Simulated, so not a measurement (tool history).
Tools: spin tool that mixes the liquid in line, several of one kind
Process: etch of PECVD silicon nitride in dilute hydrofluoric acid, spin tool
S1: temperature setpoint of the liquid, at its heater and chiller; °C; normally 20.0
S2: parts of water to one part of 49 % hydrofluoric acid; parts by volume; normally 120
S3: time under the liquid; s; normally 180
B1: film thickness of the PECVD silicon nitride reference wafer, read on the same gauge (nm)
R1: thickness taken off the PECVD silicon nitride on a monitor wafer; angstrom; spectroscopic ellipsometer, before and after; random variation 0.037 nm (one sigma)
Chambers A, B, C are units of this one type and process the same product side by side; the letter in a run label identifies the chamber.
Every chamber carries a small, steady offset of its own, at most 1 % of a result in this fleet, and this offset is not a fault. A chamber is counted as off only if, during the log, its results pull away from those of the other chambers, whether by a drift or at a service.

Run 1A, hour 7.2: usual settings; B1 99.993. Result: R1 64.699 angstrom.
Run 2B, hour 16.7: usual settings; B1 99.963. Result: R1 65.524 angstrom.
Run 3C, hour 23.9: usual settings; B1 99.960. Result: R1 66.394 angstrom.
Run 4A, hour 33.3: usual settings; B1 100.000. Result: R1 65.096 angstrom.
Run 5C, hour 41.7: usual settings; B1 100.020. Result: R1 65.849 angstrom.
Run 6B, hour 49.2: usual settings; B1 99.996. Result: R1 66.422 angstrom.
Run 7A, hour 58.4: usual settings; B1 100.010. Result: R1 66.713 angstrom.
Run 8B, hour 63.5: usual settings; B1 99.964. Result: R1 65.870 angstrom.
Run 9C, hour 69.8: usual settings but S1 17.0 °C; B1 100.020. Result: R1 54.575 angstrom.
Run 10A, hour 73.9: usual settings but S1 17.0 °C; B1 99.981. Result: R1 54.458 angstrom.
Run 11C, hour 78.4: usual settings but S1 17.0 °C; B1 99.973. Result: R1 53.489 angstrom.
Run 12B, hour 83.4: usual settings; B1 100.010. Result: R1 65.718 angstrom.
Run 13A, hour 88.6: usual settings; B1 99.989. Result: R1 67.537 angstrom.
Run 14C, hour 97.2: usual settings; B1 100.000. Result: R1 66.408 angstrom.
Run 15B, hour 106.5: usual settings; B1 100.030. Result: R1 65.698 angstrom.
Run 16A, hour 111.8: usual settings but S3 225 s; B1 100.000. Result: R1 84.826 angstrom.
Run 17B, hour 119.9: usual settings but S3 225 s; B1 100.020. Result: R1 81.939 angstrom.
Run 18C, hour 125.6: usual settings but S3 225 s; B1 100.000. Result: R1 81.501 angstrom.
Run 19A, hour 132.2: usual settings but S1 18.5 °C, S3 90 s; B1 100.010. Result: R1 30.871 angstrom.
Run 20B, hour 139.3: usual settings but S1 18.5 °C, S3 90 s; B1 99.994. Result: R1 29.963 angstrom.

Next, every chamber runs the same settings. What will each give?
Run 21A, hour 146.2: usual settings. Result: R1 ?.
Run 21B, hour 146.2: usual settings. Result: R1 ?.
Run 21C, hour 146.2: usual settings. Result: R1 ?.

run      R1
21A  69.028
21B  65.369
21C  66.197
